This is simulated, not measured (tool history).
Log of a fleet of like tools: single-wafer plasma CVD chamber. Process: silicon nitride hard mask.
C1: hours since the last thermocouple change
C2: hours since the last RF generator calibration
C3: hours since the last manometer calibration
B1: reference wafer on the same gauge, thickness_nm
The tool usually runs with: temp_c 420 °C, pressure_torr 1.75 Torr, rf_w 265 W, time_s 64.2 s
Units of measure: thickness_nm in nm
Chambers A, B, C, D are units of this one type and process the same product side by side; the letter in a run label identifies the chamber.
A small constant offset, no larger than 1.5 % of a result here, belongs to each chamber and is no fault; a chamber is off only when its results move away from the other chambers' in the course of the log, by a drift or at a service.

run 1C hour=11.1 | temp_c=420 pressure_torr=1.75 rf_w=265 time_s=64.2 | C1=1362.6 C2=598.6 C3=2575.7 | B1=66.265 | thickness_nm=69.814
run 2D hour=25.1 | temp_c=420 pressure_torr=1.75 rf_w=265 time_s=64.2 | C1=418.0 C2=570.4 C3=465.3 | B1=66.252 | thickness_nm=69.281
-- hour=30.4 chamber B: thermocouple changed; heater temperature recalibrated
run 3A hour=37.4 | temp_c=420 pressure_torr=1.75 rf_w=265 time_s=64.2 | C1=1925.0 C2=1848.9 C3=760.5 | B1=66.247 | thickness_nm=68.713
run 4B hour=48.9 | temp_c=420 pressure_torr=1.75 rf_w=265 time_s=64.2 | C1=18.5 C2=1826.5 C3=1179.5 | B1=66.234 | thickness_nm=69.131
run 5C hour=56.2 | temp_c=420 pressure_torr=1.75 rf_w=265 time_s=64.2 | C1=1407.7 C2=643.7 C3=2620.8 | B1=66.203 | thickness_nm=69.808
run 6B hour=63.9 | temp_c=420 pressure_torr=1.75 rf_w=265 time_s=64.2 | C1=33.5 C2=1841.5 C3=1194.5 | B1=66.209 | thickness_nm=69.169
run 7D hour=71.8 | temp_c=420 pressure_torr=1.75 rf_w=265 time_s=64.2 | C1=464.7 C2=617.1 C3=512.0 | B1=66.205 | thickness_nm=69.360
run 8A hour=86.3 | temp_c=415 pressure_torr=1.75 rf_w=310 time_s=64.2 | C1=1973.9 C2=1897.8 C3=809.4 | B1=66.169 | thickness_nm=76.597
run 9B hour=93.4 | temp_c=415 pressure_torr=1.75 rf_w=310 time_s=64.2 | C1=63.0 C2=1871.0 C3=1224.0 | B1=66.158 | thickness_nm=77.190
run 10A hour=101.0 | temp_c=415 pressure_torr=1.75 rf_w=310 time_s=64.2 | C1=1988.6 C2=1912.5 C3=824.1 | B1=66.157 | thickness_nm=76.608
run 11C hour=110.9 | temp_c=415 pressure_torr=1.75 rf_w=310 time_s=64.2 | C1=1462.4 C2=698.4 C3=2675.5 | B1=66.165 | thickness_nm=77.688
run 12D hour=121.2 | temp_c=420 pressure_torr=1.75 rf_w=265 time_s=64.2 | C1=514.1 C2=666.5 C3=561.4 | B1=66.108 | thickness_nm=69.058
run 13B hour=130.4 | temp_c=420 pressure_torr=1.75 rf_w=265 time_s=64.2 | C1=100.0 C2=1908.0 C3=1261.0 | B1=66.115 | thickness_nm=69.080
run 14D hour=142.8 | temp_c=420 pressure_torr=1.75 rf_w=265 time_s=64.2 | C1=535.7 C2=688.1 C3=583.0 | B1=66.073 | thickness_nm=69.141
run 15C hour=157.3 | temp_c=420 pressure_torr=1.75 rf_w=265 time_s=64.2 | C1=1508.8 C2=744.8 C3=2721.9 | B1=66.056 | thickness_nm=69.407
run 16A hour=168.2 | temp_c=420 pressure_torr=1.75 rf_w=265 time_s=64.2 | C1=2055.8 C2=1979.7 C3=891.3 | B1=66.048 | thickness_nm=68.754
run 17C hour=180.4 | temp_c=420 pressure_torr=1.75 rf_w=265 time_s=64.2 | C1=1531.9 C2=767.9 C3=2745.0 | B1=66.020 | thickness_nm=69.652
run 18A hour=196.2 | temp_c=420 pressure_torr=1.75 rf_w=265 time_s=64.2 | C1=2083.8 C2=2007.7 C3=919.3 | B1=66.009 | thickness_nm=68.771
run 19D hour=212.1 | temp_c=420 pressure_torr=1.75 rf_w=265 time_s=64.2 | C1=605.0 C2=757.4 C3=652.3 | B1=66.002 | thickness_nm=68.977
run 20B hour=227.0 | temp_c=414 pressure_torr=1.75 rf_w=265 time_s=60.1 | C1=196.6 C2=2004.6 C3=1357.6 | B1=65.999 | thickness_nm=64.676
run 21D hour=236.9 | temp_c=414 pressure_torr=1.75 rf_w=265 time_s=60.1 | C1=629.8 C2=782.2 C3=677.1 | B1=65.953 | thickness_nm=64.856
run 22B hour=246.4 | temp_c=414 pressure_torr=1.75 rf_w=265 time_s=60.1 | C1=216.0 C2=2024.0 C3=1377.0 | B1=65.931 | thickness_nm=64.685
run 23C hour=260.6 | temp_c=414 pressure_torr=1.75 rf_w=265 time_s=60.1 | C1=1612.1 C2=848.1 C3=2825.2 | B1=65.943 | thickness_nm=65.152
-- hour=263.1 chamber B: RF generator calibrated
run 24A hour=270.0 | temp_c=420 pressure_torr=1.75 rf_w=265 time_s=64.2 | C1=2157.6 C2=2081.5 C3=993.1 | B1=65.921 | thickness_nm=68.615
run 25A hour=280.1 | temp_c=420 pressure_torr=1.75 rf_w=265 time_s=64.2 | C1=2167.7 C2=2091.6 C3=1003.2 | B1=65.886 | thickness_nm=68.649
run 26B hour=290.5 | temp_c=420 pressure_torr=2.10 rf_w=300 time_s=64.2 | C1=260.1 C2=27.5 C3=1421.1 | B1=65.904 | thickness_nm=78.923
run 27D hour=304.4 | temp_c=420 pressure_torr=2.10 rf_w=300 time_s=64.2 | C1=697.3 C2=849.7 C3=744.6 | B1=65.869 | thickness_nm=78.562

The same settings go to every chamber for the next run, one line per chamber below. Forecast the results for each:
run 28A hour=315.8 | temp_c=420 pressure_torr=1.75 rf_w=265 time_s=57.1 | thickness_nm=?
run 28B hour=315.8 | temp_c=420 pressure_torr=1.75 rf_w=265 time_s=57.1 | thickness_nm=?
run 28C hour=315.8 | temp_c=420 pressure_torr=1.75 rf_w=265 time_s=57.1 | thickness_nm=?
run 28D hour=315.8 | temp_c=420 pressure_torr=1.75 rf_w=265 time_s=57.1 | thickness_nm=?

run=28A thickness_nm=60.822
run=28B thickness_nm=61.121
run=28C thickness_nm=61.793
run=28D thickness_nm=61.358
